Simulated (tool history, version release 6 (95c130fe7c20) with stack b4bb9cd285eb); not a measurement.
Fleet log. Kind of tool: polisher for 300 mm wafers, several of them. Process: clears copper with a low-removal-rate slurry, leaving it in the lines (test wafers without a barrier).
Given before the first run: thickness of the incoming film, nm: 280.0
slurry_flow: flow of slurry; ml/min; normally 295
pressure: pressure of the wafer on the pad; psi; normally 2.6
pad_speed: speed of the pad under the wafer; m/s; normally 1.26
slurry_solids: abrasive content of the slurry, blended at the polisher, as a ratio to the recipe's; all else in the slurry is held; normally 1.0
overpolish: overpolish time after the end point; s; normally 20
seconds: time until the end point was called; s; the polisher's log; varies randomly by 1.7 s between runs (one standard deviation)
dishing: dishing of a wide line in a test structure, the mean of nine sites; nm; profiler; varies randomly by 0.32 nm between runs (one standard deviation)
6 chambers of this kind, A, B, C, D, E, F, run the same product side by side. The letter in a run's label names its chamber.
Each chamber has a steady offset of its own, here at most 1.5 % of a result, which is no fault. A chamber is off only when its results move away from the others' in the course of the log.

run	hour	slurry_flow	pressure	pad_speed	slurry_solids	overpolish	wafers polished on this pad	hours since the slurry nozzle was cleaned	hours since the head pressure was calibrated	hours since the slurry blender was calibrated	seconds	dishing
# hour 1.4: chamber A: worn pad replaced by a new one
# hour 7.3: chamber B: slurry blender recalibrated
1D	14.6	295	2.6	1.26	1.0	20	441	396.5	125.5	136.5	85.907	31.744
2A	22.0	295	2.6	1.26	1.0	20	137	175.7	176.8	169.5	84.779	31.446
# hour 24.5: chamber F: slurry blender recalibrated
3F	32.5	295	2.6	1.26	1.0	20	1060	79.6	1019.0	8.1	81.076	30.991
4C	47.3	295	2.6	1.26	1.0	20	495	349.5	977.6	135.3	86.270	31.476
# hour 52.3: chamber A: slurry blender recalibrated
5E	59.6	295	2.6	1.26	0.9	20	628	240.7	237.6	429.7	85.217	31.174
# hour 61.3: chamber C: worn pad replaced by a new one
# hour 63.7: chamber E: slurry nozzle cleaned
# hour 66.0: chamber E: slurry blender recalibrated
# hour 71.1: chamber E: worn pad replaced by a new one
6B	73.2	295	2.6	1.26	0.9	20	679	611.3	102.8	66.0	87.648	31.174
7E	85.6	295	2.6	1.26	0.9	20	96	21.9	263.6	19.6	88.694	31.670
# hour 88.3: chamber F: worn pad replaced by a new one
8C	99.2	295	2.6	1.26	0.9	20	252	401.4	1029.5	187.2	86.693	30.850
# hour 99.4: chamber C: slurry blender recalibrated
# hour 99.9: chamber D: worn pad replaced by a new one
9F	114.7	295	2.6	1.26	0.9	20	175	161.8	1101.2	90.3	87.041	31.250
10D	125.3	295	2.6	1.26	0.9	20	169	507.2	236.2	247.2	90.276	30.985
11A	137.4	295	2.6	1.26	1.0	20	905	291.1	292.2	85.2	86.145	31.626
12B	149.6	295	2.6	1.26	0.7	16	1188	687.7	179.2	142.4	93.467	26.566
# hour 152.6: chamber B: worn pad replaced by a new one
13D	160.8	295	2.6	1.26	0.7	16	405	542.7	271.7	282.7	91.002	26.655
14E	173.8	295	2.6	1.26	0.7	16	683	110.1	351.8	107.8	94.039	26.321
# hour 176.6: chamber C: worn pad replaced by a new one
# hour 181.5: chamber A: worn pad replaced by a new one
# hour 182.4: chamber B: slurry nozzle cleaned
# hour 183.4: chamber D: slurry blender recalibrated
# hour 185.0: chamber E: worn pad replaced by a new one
15F	189.4	295	2.6	1.26	0.7	16	672	236.5	1175.9	165.0	91.795	26.486
# hour 190.2: chamber F: slurry nozzle cleaned
16C	198.7	295	2.6	1.26	0.7	16	147	500.9	1129.0	99.4	91.568	26.315
# hour 203.8: chamber F: slurry blender recalibrated
17A	214.1	295	2.6	1.26	0.7	16	217	367.8	368.9	161.9	90.630	26.522
# hour 220.5: chamber C: slurry nozzle cleaned
18B	224.3	295	2.6	1.26	1.0	20	477	41.9	253.9	217.1	84.130	31.002
19E	231.1	295	2.6	1.26	1.0	20	306	167.4	409.1	165.1	87.032	31.853
# hour 234.1: chamber D: worn pad replaced by a new one
20B	242.2	295	2.6	1.26	1.0	20	596	59.8	271.8	235.0	84.598	31.754
21A	252.8	295	2.6	1.26	1.0	20	474	406.5	407.6	200.6	83.523	32.282
22F	265.2	295	2.6	1.26	1.0	20	1177	75.0	1251.7	61.5	83.689	31.528
23D	275.7	295	1.8	1.26	1.0	20	276	657.6	386.6	92.4	125.200	24.811
# hour 284.5: chamber F: worn pad replaced by a new one
24C	288.3	295	1.8	1.26	1.0	20	743	67.8	1218.6	189.0	128.770	24.938
# hour 289.0: chamber C: worn pad replaced by a new one
# hour 292.7: chamber C: slurry blender recalibrated
# hour 296.4: chamber E: worn pad replaced by a new one
25D	302.6	295	1.8	1.26	1.0	20	455	684.5	413.5	119.3	121.720	24.879
# hour 303.5: chamber A: slurry blender recalibrated
# hour 308.6: chamber D: slurry nozzle cleaned
# hour 311.4: chamber B: slurry blender recalibrated
26E	314.6	295	1.8	1.26	1.0	20	121	250.9	492.6	248.6	121.790	24.281
# hour 322.1: chamber E: slurry nozzle cleaned
27B	328.3	295	1.8	1.26	1.0	20	1169	145.9	357.9	16.9	123.370	24.672
# hour 329.8: chamber B: worn pad replaced by a new one
28C	343.7	295	1.8	1.26	1.0	20	364	123.2	1274.0	51.0	123.770	25.100
# hour 351.3: chamber D: worn pad replaced by a new one
29A	355.4	295	2.6	1.26	1.0	20	1157	509.1	510.2	51.9	86.135	31.910
# hour 360.5: chamber A: worn pad replaced by a new one
# hour 366.2: chamber E: head pressure recalibrated
# hour 366.6: chamber A: head pressure recalibrated
30F	367.1	295	2.6	1.26	1.0	20	549	176.9	1353.6	163.4	85.585	31.248
31B	375.8	295	2.6	1.26	1.0	20	306	193.4	405.4	64.4	85.473	31.820
# hour 377.1: chamber F: head pressure recalibrated
# hour 382.3: chamber C: worn pad replaced by a new one
# hour 385.1: chamber E: worn pad replaced by a new one
32D	389.0	295	2.6	1.26	1.0	20	251	80.5	499.9	205.7	82.405	32.018
# hour 394.0: chamber F: slurry blender recalibrated
33A	399.0	295	2.6	1.26	1.0	20	256	552.7	32.5	95.5	87.579	31.769
34E	413.9	295	2.6	1.26	1.0	20	191	91.9	47.8	347.9	86.889	31.589
35C	428.7	295	2.6	1.26	1.0	20	309	208.2	1359.0	136.0	83.331	31.901
36F	438.3	295	2.6	1.44	1.0	20	1023	248.1	61.2	44.3	73.924	33.565
37D	446.6	295	2.6	1.44	1.0	20	634	138.1	557.5	263.3	73.888	33.355
38A	459.9	295	2.6	1.44	1.0	20	661	613.6	93.4	156.4	73.405	34.353
# hour 461.2: chamber F: slurry nozzle cleaned
39F	475.1	295	2.6	1.44	1.0	20	1268	13.9	98.0	81.1	76.038	33.891
40C	484.8	295	2.6	1.44	1.0	20	682	264.3	1415.1	192.1	73.332	33.732
# hour 489.1: chamber E: slurry blender recalibrated
41E	496.1	295	2.6	1.44	1.0	20	738	174.1	130.0	7.1	74.291	34.171
# hour 503.8: chamber B: worn pad replaced by a new one
42B	509.0	295	2.6	1.26	1.0	20	34	326.6	538.6	197.6	83.243	30.764

One chamber off, gauge drift, or nothing amiss beyond the chambers' own small offsets? If it is a chamber, which one, and what is the likeliest cause?

No chamber stands off beyond its own small offset, and the gauge holds steady.

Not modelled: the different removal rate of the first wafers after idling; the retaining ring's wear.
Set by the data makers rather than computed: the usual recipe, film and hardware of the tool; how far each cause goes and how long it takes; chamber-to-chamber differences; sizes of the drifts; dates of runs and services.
